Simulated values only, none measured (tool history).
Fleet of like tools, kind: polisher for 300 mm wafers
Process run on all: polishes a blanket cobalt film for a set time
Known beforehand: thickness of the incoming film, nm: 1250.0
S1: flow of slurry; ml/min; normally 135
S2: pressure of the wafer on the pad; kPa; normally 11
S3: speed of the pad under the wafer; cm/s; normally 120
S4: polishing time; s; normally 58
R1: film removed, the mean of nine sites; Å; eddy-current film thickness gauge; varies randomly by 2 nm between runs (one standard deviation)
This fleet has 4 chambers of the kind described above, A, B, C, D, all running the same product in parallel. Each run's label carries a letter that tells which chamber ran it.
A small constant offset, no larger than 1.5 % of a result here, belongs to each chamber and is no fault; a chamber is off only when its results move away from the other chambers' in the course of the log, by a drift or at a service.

run,hour,S1,S2,S3,S4,R1
# hour 1.9: chamber A: worn pad replaced by a new one
1A,10.7,135,11,120,58,2440.4
2C,19.5,135,11,120,58,2411.5
3D,28.3,135,11,120,58,2413.3
4B,40,135,11,120,58,2408.7
5D,45.9,135,11,120,58,2420.4
6B,52.7,135,11,120,58,2428.7
# hour 58.2: chamber C: worn pad replaced by a new one
7C,63.7,135,11,120,58,2444.2
# hour 64.1: chamber B: worn pad replaced by a new one
# hour 66.9: chamber B: slurry nozzle cleaned
8A,73.3,135,11,120,58,2435.6
# hour 79.2: chamber A: worn pad replaced by a new one
9D,81.7,135,11,120,58,2428.7
10A,90.4,135,11,120,58,2430.2
# hour 95.6: chamber D: head pressure recalibrated
11C,96.6,135,11,120,58,2423.4
# hour 102.9: chamber D: worn pad replaced by a new one
12B,106.9,135,11,120,58,2402.6
13D,119.2,150,11,120,51,2147.1
14A,128.1,150,11,120,51,2158.9
# hour 133.6: chamber C: worn pad replaced by a new one
# hour 138: chamber B: worn pad replaced by a new one
15C,138.2,150,11,120,51,2160.3
16B,148.1,150,11,120,51,2157.5
17C,156.4,135,11,120,58,2393.7
# hour 158.7: chamber A: worn pad replaced by a new one
18D,165.1,120,13.1,120,58,2786.1
19A,173.2,120,13.1,120,58,2759
20B,183.3,120,13.1,120,58,2777.8
21A,195.9,120,13.1,120,58,2750.6
# hour 200.5: chamber D: worn pad replaced by a new one
22C,201.4,135,11,120,58,2438.4
23D,208.4,135,11,120,58,2397.9
# hour 210.5: chamber B: worn pad replaced by a new one
24B,216.1,135,14.5,96,58,2507.2
# hour 223.8: chamber A: head pressure recalibrated
25B,228.6,135,14.5,96,58,2498.4
# hour 229.5: chamber C: worn pad replaced by a new one
26A,234.5,135,14.5,96,58,2481.2
27C,244.9,135,14.5,96,58,2576.8
# hour 248.5: chamber A: worn pad replaced by a new one
# hour 254.4: chamber D: slurry nozzle cleaned
28D,254.9,135,11,148,58,2976
29B,265.5,135,11,148,58,2967
30C,278,135,11,148,58,2996.5
31A,285.8,135,11,148,58,2827.3
32D,297.5,135,11,120,58,2425.9
33C,308.5,135,11,120,58,2409.5

The same settings go to every chamber for the next run, one line per chamber below. Forecast the results for each:
34A,317.5,135,11,120,58,?
34B,317.5,135,11,120,58,?
34C,317.5,135,11,120,58,?
34D,317.5,135,11,120,58,?

run,R1
34A,2319.5
34B,2371.7
34C,2427.3
34D,2383.8
